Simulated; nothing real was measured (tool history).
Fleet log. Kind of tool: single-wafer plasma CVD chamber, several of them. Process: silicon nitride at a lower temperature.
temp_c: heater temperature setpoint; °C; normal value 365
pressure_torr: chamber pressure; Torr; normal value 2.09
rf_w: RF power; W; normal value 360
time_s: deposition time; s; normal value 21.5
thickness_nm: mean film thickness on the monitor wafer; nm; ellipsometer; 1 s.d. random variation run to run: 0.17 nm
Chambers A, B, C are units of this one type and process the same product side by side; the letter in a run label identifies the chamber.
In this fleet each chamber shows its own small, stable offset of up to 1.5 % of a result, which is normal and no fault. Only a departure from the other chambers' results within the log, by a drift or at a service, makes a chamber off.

run	hour	temp_c	pressure_torr	rf_w	time_s	read-back reference wafer on the same gauge, thickness_nm	thickness_nm
1A	8.2	365	2.09	360	21.5	26.689	30.511
2C	17.8	365	2.09	360	21.5	26.708	30.379
3B	29.7	365	2.09	360	21.5	26.715	30.614
4B	41.4	365	2.09	360	21.5	26.712	30.607
5C	48.6	365	2.09	360	24.2	26.712	34.212
6A	62.9	365	2.09	360	24.2	26.716	34.552
7C	72.6	365	2.09	360	24.2	26.694	34.049
8A	82.1	365	2.09	360	21.5	26.658	30.356
9B	89.6	365	2.09	360	21.5	26.673	30.564
10A	99.5	372	2.09	360	21.5	26.676	30.624
11C	112.9	372	2.09	360	21.5	26.710	30.414
12B	122.0	372	2.09	360	21.5	26.726	30.407
13B	131.0	365	2.09	360	21.5	26.693	30.189
14C	140.9	365	2.09	360	21.5	26.686	30.072
15A	148.0	365	2.09	360	21.5	26.692	30.203
16B	155.2	354	2.09	360	24.6	26.700	34.720
17A	167.8	354	2.09	360	24.6	26.686	35.076
18C	175.6	354	2.09	360	24.6	26.698	34.265
19B	187.6	365	2.09	360	21.5	26.699	30.163
20C	197.6	365	2.09	360	21.5	26.702	30.497
21A	210.7	365	2.09	360	21.5	26.710	30.662
22B	224.4	365	2.09	360	21.5	26.699	30.107
23A	234.6	365	2.09	405	21.5	26.690	32.800
24C	241.6	365	2.09	405	21.5	26.674	32.632
25B	251.7	365	2.09	405	21.5	26.711	32.061
26A	262.3	365	2.09	360	21.5	26.703	30.733
27C	270.9	365	2.09	360	21.5	26.708	30.132
# hour 273.2: chamber C: RF generator calibrated
28A	282.5	365	2.09	360	21.5	26.673	30.264
29C	294.1	365	2.09	360	21.5	26.696	30.277
30B	306.4	365	2.09	360	21.5	26.689	29.384
31C	315.2	365	2.09	360	21.5	26.717	30.129
32A	327.8	365	2.09	360	21.5	26.705	30.418
33B	338.9	365	2.09	360	21.5	26.698	29.458

Which is it: a chamber that has drifted or been left off by a service, a gauge drift common to all chambers, or only each chamber's usual small offset? If a chamber is off, name it and its likeliest cause.

Little by little, chamber B moves away from the other chambers.
Likeliest cause: delivered RF power below the setpoint (%) = 6.59.

Which of the 4 candidates below, each the usual settings with something changed and its results left as question marks, puts chamber B back in line with what the other chambers give on the usual settings?
In line means no further than this from the other chambers' mean on the usual settings: thickness_nm 0.600 nm
34B-1	349.2	364	2.33	360	21.5		?
34B-2	349.2	365	2.14	360	22.8		?
34B-3	349.2	365	2.09	350	20.5		?
34B-4	349.2	365	2.07	360	20.9		?

Other chambers, usual settings, mean: thickness_nm 30.357 nm
run	thickness_nm
34B-1	30.403
34B-2	31.536
34B-3	27.683
34B-4	28.671
34B-1 brings the chamber back in line.

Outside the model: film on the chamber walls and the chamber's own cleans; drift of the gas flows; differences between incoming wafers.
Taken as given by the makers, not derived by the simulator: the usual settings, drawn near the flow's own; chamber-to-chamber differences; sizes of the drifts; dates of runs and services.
